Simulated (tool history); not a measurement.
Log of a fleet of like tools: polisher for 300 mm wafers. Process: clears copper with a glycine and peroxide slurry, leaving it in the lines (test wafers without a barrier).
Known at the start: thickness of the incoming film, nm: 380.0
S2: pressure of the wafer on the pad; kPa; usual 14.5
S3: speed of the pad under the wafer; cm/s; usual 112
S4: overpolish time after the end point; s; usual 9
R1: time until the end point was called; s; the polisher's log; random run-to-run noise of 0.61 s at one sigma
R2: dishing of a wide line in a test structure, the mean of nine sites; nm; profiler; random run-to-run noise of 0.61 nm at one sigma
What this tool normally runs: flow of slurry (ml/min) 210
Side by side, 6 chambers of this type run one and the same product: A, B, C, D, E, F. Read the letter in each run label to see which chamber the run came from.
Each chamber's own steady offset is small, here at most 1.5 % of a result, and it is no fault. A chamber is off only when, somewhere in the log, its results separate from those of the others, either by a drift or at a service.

Run 1D, day 0.300: usual settings. Result: R1 70.910 s, R2 32.559 nm.
Run 2C, day 0.462: usual settings. Result: R1 70.130 s, R2 32.903 nm.
At day 0.638: chamber C: worn pad replaced by a new one.
Run 3E, day 0.762: usual settings. Result: R1 71.093 s, R2 31.905 nm.
Run 4A, day 0.904: usual settings. Result: R1 71.346 s, R2 32.086 nm.
Run 5B, day 1.229: usual settings. Result: R1 71.060 s, R2 32.545 nm.
Run 6F, day 1.433: usual settings. Result: R1 70.978 s, R2 32.742 nm.
Run 7C, day 1.754: usual settings. Result: R1 70.736 s, R2 31.953 nm.
At day 1.892: chamber B: worn pad replaced by a new one.
Run 8A, day 2.062: usual settings. Result: R1 71.900 s, R2 32.690 nm.
Run 9E, day 2.242: usual settings. Result: R1 71.619 s, R2 31.505 nm.
Run 10D, day 2.404: usual settings but S2 10.3 kPa, S4 11 s. Result: R1 90.434 s, R2 31.317 nm.
Run 11B, day 2.646: usual settings but S2 10.3 kPa, S4 11 s. Result: R1 89.359 s, R2 31.662 nm.
Run 12F, day 2.846: usual settings but S2 10.3 kPa, S4 11 s. Result: R1 92.675 s, R2 31.062 nm.
At day 2.871: chamber E: worn pad replaced by a new one.
At day 3.033: chamber B: slurry nozzle cleaned.
Run 13E, day 3.142: usual settings but S2 10.3 kPa, S4 11 s. Result: R1 92.448 s, R2 29.537 nm.
Run 14F, day 3.450: usual settings but S2 10.3 kPa, S4 11 s. Result: R1 91.955 s, R2 30.719 nm.
At day 3.471: chamber D: worn pad replaced by a new one.
At day 3.500: chamber D: slurry nozzle cleaned.
Run 15C, day 3.767: usual settings but S2 10.3 kPa, S4 11 s. Result: R1 91.007 s, R2 31.411 nm.
At day 3.958: chamber A: worn pad replaced by a new one.
Run 16B, day 3.988: usual settings. Result: R1 69.781 s, R2 33.612 nm.
At day 4.171: chamber F: head pressure recalibrated.
Run 17D, day 4.238: usual settings. Result: R1 70.189 s, R2 32.152 nm.
Run 18A, day 4.517: usual settings. Result: R1 71.914 s, R2 32.736 nm.
At day 4.608: chamber F: worn pad replaced by a new one.
At day 4.717: chamber C: worn pad replaced by a new one.
Run 19D, day 4.833: usual settings. Result: R1 69.738 s, R2 33.816 nm.
Run 20B, day 5.121: usual settings. Result: R1 68.772 s, R2 33.685 nm.
Run 21E, day 5.396: usual settings. Result: R1 72.018 s, R2 32.512 nm.
Run 22A, day 5.683: usual settings. Result: R1 72.431 s, R2 32.542 nm.
Run 23F, day 5.933: usual settings. Result: R1 71.418 s, R2 32.896 nm.
Run 24C, day 6.208: usual settings. Result: R1 70.748 s, R2 33.488 nm.
Run 25F, day 6.354: usual settings. Result: R1 70.858 s, R2 32.010 nm.
Run 26C, day 6.662: usual settings. Result: R1 70.767 s, R2 32.829 nm.
At day 6.758: chamber E: head pressure recalibrated.
At day 6.858: chamber D: worn pad replaced by a new one.
Run 27D, day 6.871: usual settings but flow of slurry (ml/min) 230, S4 4 s. Result: R1 68.331 s, R2 16.169 nm.
Run 28A, day 7.175: usual settings but flow of slurry (ml/min) 230, S4 4 s. Result: R1 72.067 s, R2 15.498 nm.
At day 7.367: chamber F: slurry nozzle cleaned.
Run 29B, day 7.446: usual settings but flow of slurry (ml/min) 230, S4 4 s. Result: R1 69.281 s, R2 16.755 nm.
At day 7.729: chamber B: worn pad replaced by a new one.
Run 30E, day 7.775: usual settings but flow of slurry (ml/min) 230, S4 4 s. Result: R1 69.311 s, R2 16.201 nm.
At day 7.925: chamber E: worn pad replaced by a new one.
Run 31F, day 8.008: usual settings but flow of slurry (ml/min) 230, S4 4 s. Result: R1 70.065 s, R2 16.584 nm.
Run 32B, day 8.296: usual settings but flow of slurry (ml/min) 230, S4 4 s. Result: R1 68.933 s, R2 16.581 nm.
Run 33A, day 8.492: usual settings. Result: R1 74.583 s, R2 31.416 nm.
Run 34D, day 8.721: usual settings. Result: R1 69.824 s, R2 32.637 nm.
Run 35C, day 8.862: usual settings but S2 16.5 kPa. Result: R1 63.406 s, R2 36.846 nm.
At day 9.046: chamber C: worn pad replaced by a new one.
Run 36E, day 9.146: usual settings but S2 16.5 kPa. Result: R1 63.632 s, R2 36.558 nm.
Run 37E, day 9.346: usual settings but S2 16.5 kPa. Result: R1 63.215 s, R2 36.297 nm.
Run 38D, day 9.567: usual settings but S2 16.5 kPa. Result: R1 62.489 s, R2 36.037 nm.
Run 39A, day 9.846: usual settings but S2 16.5 kPa. Result: R1 68.235 s, R2 34.434 nm.
Run 40F, day 10.046: usual settings but S2 16.5 kPa. Result: R1 64.090 s, R2 36.088 nm.
Run 41C, day 10.300: usual settings but flow of slurry (ml/min) 175, S2 18.6 kPa. Result: R1 58.727 s, R2 37.738 nm.
Run 42B, day 10.604: usual settings but flow of slurry (ml/min) 175, S2 18.6 kPa. Result: R1 57.313 s, R2 38.584 nm.
Run 43C, day 10.850: usual settings but flow of slurry (ml/min) 175, S2 18.6 kPa. Result: R1 59.224 s, R2 39.196 nm.

What goes on in this fleet: one chamber off, a drifting gauge, or nothing beyond the chambers' own small offsets? Name the chamber and the cause, if any.

Little by little, chamber A moves away from the other chambers.
Most likely cause: slurry flow missing at the pad, % = 37.8.
From this log alone, it may not be told apart from: head's pressure below its setpoint, %.

Below are 4 candidate recipes for chamber A's next run, each the usual settings with a change, their results shown as question marks. Which of them brings A's results back in line with what the other chambers give on the usual settings?
In line means no further than this from the other chambers' mean on the usual settings: R1 2.100 s; R2 2.100 nm
Run 44A-1, day 11.088: usual settings but flow of slurry (ml/min) 205, S2 13.1 kPa, S3 100 cm/s. Result: R1 ?, R2 ?.
Run 44A-2, day 11.088: usual settings but flow of slurry (ml/min) 215, S2 15.9 kPa, S3 124 cm/s. Result: R1 ?, R2 ?.
Run 44A-3, day 11.088: usual settings but flow of slurry (ml/min) 215, S2 15.2 kPa, S3 118 cm/s. Result: R1 ?, R2 ?.
Run 44A-4, day 11.088: usual settings but flow of slurry (ml/min) 205, S2 13.8 kPa, S3 106 cm/s. Result: R1 ?, R2 ?.

Mean of the other chambers on the usual settings: R1 70.338 s; R2 32.895 nm
  run      R1      R2
44A-1  91.011  26.583
44A-2  65.269  35.464
44A-3  70.507  33.200
44A-4  83.632  28.635
44A-3 is the one that brings the chamber's results back in line with the other chambers.

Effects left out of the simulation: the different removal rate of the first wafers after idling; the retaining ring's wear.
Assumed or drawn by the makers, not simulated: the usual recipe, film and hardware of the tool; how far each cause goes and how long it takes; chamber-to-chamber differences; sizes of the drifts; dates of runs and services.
